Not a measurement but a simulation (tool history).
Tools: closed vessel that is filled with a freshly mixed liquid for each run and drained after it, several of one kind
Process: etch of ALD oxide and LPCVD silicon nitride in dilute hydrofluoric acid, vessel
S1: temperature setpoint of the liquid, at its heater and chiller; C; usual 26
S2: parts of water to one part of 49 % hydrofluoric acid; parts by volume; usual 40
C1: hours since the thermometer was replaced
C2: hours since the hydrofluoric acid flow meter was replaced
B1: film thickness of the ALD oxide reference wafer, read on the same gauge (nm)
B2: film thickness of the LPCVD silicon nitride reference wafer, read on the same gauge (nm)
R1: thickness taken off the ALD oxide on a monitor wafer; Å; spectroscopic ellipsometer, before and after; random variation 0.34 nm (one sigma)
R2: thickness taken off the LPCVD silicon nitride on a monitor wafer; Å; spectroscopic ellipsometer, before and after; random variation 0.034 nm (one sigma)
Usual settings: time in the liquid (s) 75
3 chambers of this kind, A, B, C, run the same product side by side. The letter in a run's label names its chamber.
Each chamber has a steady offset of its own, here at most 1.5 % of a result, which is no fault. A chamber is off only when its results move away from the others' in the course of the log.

Run 1A, hour 6.2: usual settings; C1 2561.7; C2 220.2; B1 70.015; B2 90.003. Result: R1 427.85 Å, R2 10.725 Å.
Run 2C, hour 15.5: usual settings; C1 146.3; C2 925.9; B1 70.019; B2 89.965. Result: R1 422.42 Å, R2 9.8094 Å.
Run 3B, hour 26.6: usual settings; C1 53.8; C2 1941.4; B1 70.046; B2 89.989. Result: R1 423.79 Å, R2 9.8251 Å.
Run 4B, hour 33.4: usual settings; C1 60.6; C2 1948.2; B1 69.996; B2 89.999. Result: R1 417.84 Å, R2 10.263 Å.
Run 5A, hour 38.8: usual settings; C1 2594.3; C2 252.8; B1 69.98; B2 90.039. Result: R1 430.7 Å, R2 10.325 Å.
Run 6C, hour 49.6: usual settings; C1 180.4; C2 960; B1 69.973; B2 90.025. Result: R1 439.97 Å, R2 10.184 Å.
At hour 51.9: chamber A: thermometer replaced.
Run 7A, hour 60.5: usual settings; C1 8.7; C2 274.5; B1 70.017; B2 89.987. Result: R1 423.63 Å, R2 10.029 Å.
Run 8B, hour 66.2: usual settings; C1 93.4; C2 1981; B1 70.04; B2 90.021. Result: R1 420.13 Å, R2 10.189 Å.
Run 9C, hour 76.9: usual settings; C1 207.7; C2 987.3; B1 70.021; B2 89.985. Result: R1 426.04 Å, R2 10.244 Å.
Run 10B, hour 85.8: usual settings but time in the liquid (s) 100; C1 113; C2 2000.6; B1 69.995; B2 90.01. Result: R1 561 Å, R2 13.045 Å.
Run 11A, hour 97.7: usual settings but time in the liquid (s) 100; C1 45.9; C2 311.7; B1 69.979; B2 90.003. Result: R1 575.97 Å, R2 12.697 Å.
Run 12C, hour 106.9: usual settings but time in the liquid (s) 100; C1 237.7; C2 1017.3; B1 69.993; B2 90.017. Result: R1 576.03 Å, R2 12.853 Å.
Run 13C, hour 113.3: usual settings; C1 244.1; C2 1023.7; B1 70.015; B2 90.014. Result: R1 432.13 Å, R2 9.8531 Å.
Run 14B, hour 122.6: usual settings but S1 23.5 C, S2 60 parts by volume; C1 149.8; C2 2037.4; B1 70.013; B2 90.007. Result: R1 245.58 Å, R2 5.632 Å.
Run 15A, hour 128.8: usual settings but S1 23.5 C, S2 60 parts by volume; C1 77; C2 342.8; B1 70.016; B2 89.985. Result: R1 247.44 Å, R2 5.8097 Å.
Run 16B, hour 137.2: usual settings but S1 23.5 C, S2 60 parts by volume; C1 164.4; C2 2052; B1 70.014; B2 89.964. Result: R1 243.58 Å, R2 5.6378 Å.
Run 17A, hour 148.3: usual settings; C1 96.5; C2 362.3; B1 70.028; B2 90.018. Result: R1 424.09 Å, R2 9.8214 Å.
Run 18C, hour 158.3: usual settings; C1 289.1; C2 1068.7; B1 70.034; B2 90.009. Result: R1 425.73 Å, R2 10.069 Å.
Run 19B, hour 167.3: usual settings; C1 194.5; C2 2082.1; B1 70.024; B2 89.96. Result: R1 419.92 Å, R2 10.398 Å.
Run 20C, hour 178.9: usual settings; C1 309.7; C2 1089.3; B1 69.96; B2 89.985. Result: R1 432.52 Å, R2 10.002 Å.
Run 21A, hour 186.1: usual settings but S1 30.5 C, time in the liquid (s) 50; C1 134.3; C2 400.1; B1 70.079; B2 90.011. Result: R1 340.24 Å, R2 8.354 Å.
Run 22B, hour 195.9: usual settings but S1 30.5 C, time in the liquid (s) 50; C1 223.1; C2 2110.7; B1 70.042; B2 89.99. Result: R1 331.25 Å, R2 9.0746 Å.
Run 23C, hour 204.3: usual settings but S1 30.5 C, time in the liquid (s) 50; C1 335.1; C2 1114.7; B1 70; B2 90.004. Result: R1 348.37 Å, R2 8.9733 Å.
Run 24A, hour 213.4: usual settings; C1 161.6; C2 427.4; B1 70.061; B2 89.98. Result: R1 424.5 Å, R2 9.8037 Å.
Run 25C, hour 221.4: usual settings; C1 352.2; C2 1131.8; B1 70; B2 90.009. Result: R1 434.59 Å, R2 10.506 Å.
Run 26A, hour 231.8: usual settings; C1 180; C2 445.8; B1 70.005; B2 89.976. Result: R1 428.19 Å, R2 10.439 Å.
Run 27B, hour 238: usual settings but S2 50 parts by volume; C1 265.2; C2 2152.8; B1 70.012; B2 89.977. Result: R1 327.45 Å, R2 7.7231 Å.
Run 28C, hour 244.4: usual settings but S2 50 parts by volume; C1 375.2; C2 1154.8; B1 70.033; B2 89.996. Result: R1 343.54 Å, R2 7.7288 Å.
Run 29B, hour 255: usual settings but S2 50 parts by volume; C1 282.2; C2 2169.8; B1 70.026; B2 90.003. Result: R1 338.69 Å, R2 7.7882 Å.
Run 30A, hour 263.1: usual settings; C1 211.3; C2 477.1; B1 69.954; B2 89.994. Result: R1 429.13 Å, R2 10.044 Å.

Is one chamber off against the others, does the gauge drift, or is nothing wrong? If a chamber is off, say which, and what the likeliest cause is.

No chamber stands off beyond its own small offset, and the gauge holds steady.

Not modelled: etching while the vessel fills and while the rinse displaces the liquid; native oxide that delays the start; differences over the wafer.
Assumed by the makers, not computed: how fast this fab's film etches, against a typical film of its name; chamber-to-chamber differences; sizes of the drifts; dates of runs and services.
